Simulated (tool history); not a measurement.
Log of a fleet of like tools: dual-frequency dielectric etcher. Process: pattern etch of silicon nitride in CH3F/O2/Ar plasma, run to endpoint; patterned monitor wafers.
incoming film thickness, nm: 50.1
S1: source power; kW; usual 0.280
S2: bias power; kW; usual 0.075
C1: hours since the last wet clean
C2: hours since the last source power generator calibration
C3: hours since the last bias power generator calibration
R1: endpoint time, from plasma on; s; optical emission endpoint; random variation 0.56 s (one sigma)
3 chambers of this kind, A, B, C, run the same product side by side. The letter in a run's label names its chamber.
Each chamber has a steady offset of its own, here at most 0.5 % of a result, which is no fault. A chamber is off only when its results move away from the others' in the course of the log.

run	hour	S1	S2	C1	C2	C3	R1
1B	13.4	0.280	0.075	447.6	398.0	114.5	82.533
2C	25.9	0.280	0.075	110.7	522.3	739.3	81.156
3A	36.3	0.280	0.075	342.9	1058.1	2477.4	81.644
4C	47.1	0.280	0.075	131.9	543.5	760.5	81.993
5A	57.5	0.280	0.075	364.1	1079.3	2498.6	81.064
6B	67.1	0.280	0.075	501.3	451.7	168.2	82.112
7B	78.6	0.280	0.075	512.8	463.2	179.7	81.685
# hour 86.2: chamber B: wet clean of the chamber
8C	90.4	0.280	0.075	175.2	586.8	803.8	81.527
9A	103.4	0.280	0.075	410.0	1125.2	2544.5	81.542
10C	111.8	0.280	0.075	196.6	608.2	825.2	80.953
11A	118.1	0.280	0.075	424.7	1139.9	2559.2	81.637
12B	128.4	0.220	0.075	42.3	513.0	229.5	89.219
13B	139.7	0.220	0.075	53.6	524.3	240.8	88.906
14A	149.4	0.220	0.075	456.0	1171.2	2590.5	90.119
15C	157.8	0.280	0.075	242.6	654.2	871.2	82.249
16C	170.6	0.280	0.075	255.4	667.0	884.0	82.201
17A	177.7	0.280	0.075	484.3	1199.5	2618.8	81.451
# hour 188.3: chamber A: wet clean of the chamber
18B	191.5	0.280	0.075	105.4	576.1	292.6	82.090
19A	198.8	0.280	0.075	10.6	1220.6	2639.9	81.457
20C	209.1	0.280	0.075	293.9	705.5	922.5	81.422
21B	217.3	0.280	0.075	131.2	601.9	318.4	81.995
22C	225.8	0.280	0.075	310.6	722.2	939.2	82.161
23B	236.8	0.280	0.075	150.7	621.4	337.9	81.688
24A	245.1	0.280	0.075	56.9	1266.9	2686.2	81.783
25C	256.2	0.280	0.075	341.0	752.6	969.6	82.241
26B	270.6	0.280	0.075	184.5	655.2	371.7	82.372
27A	280.9	0.260	0.069	92.7	1302.7	2722.0	86.919
28C	289.2	0.260	0.069	374.0	785.6	1002.6	86.461
29B	302.2	0.260	0.069	216.1	686.8	403.3	87.133
30A	310.9	0.280	0.075	122.7	1332.7	2752.0	81.659
31A	321.1	0.230	0.060	132.9	1342.9	2762.2	94.831
# hour 325.0: chamber C: wet clean of the chamber
32B	328.6	0.230	0.060	242.5	713.2	429.7	95.059
33C	334.9	0.230	0.060	10.0	831.3	1048.3	94.401
34B	341.9	0.210	0.066	255.8	726.5	443.0	94.550
35A	356.3	0.210	0.066	168.1	1378.1	2797.4	94.400
36C	368.6	0.210	0.066	43.7	865.0	1082.0	94.038
37A	380.8	0.280	0.075	192.6	1402.6	2821.9	81.949
38C	390.0	0.280	0.075	65.1	886.4	1103.4	80.766
39B	404.4	0.340	0.087	318.3	789.0	505.5	71.640
# hour 407.7: chamber A: bias power generator calibrated
40A	414.0	0.340	0.087	225.8	1435.8	6.4	71.755

Is one chamber off against the others, does the gauge drift, or is nothing wrong? If a chamber is off, say which, and what the likeliest cause is.

No chamber stands off beyond its own small offset, and the gauge holds steady.
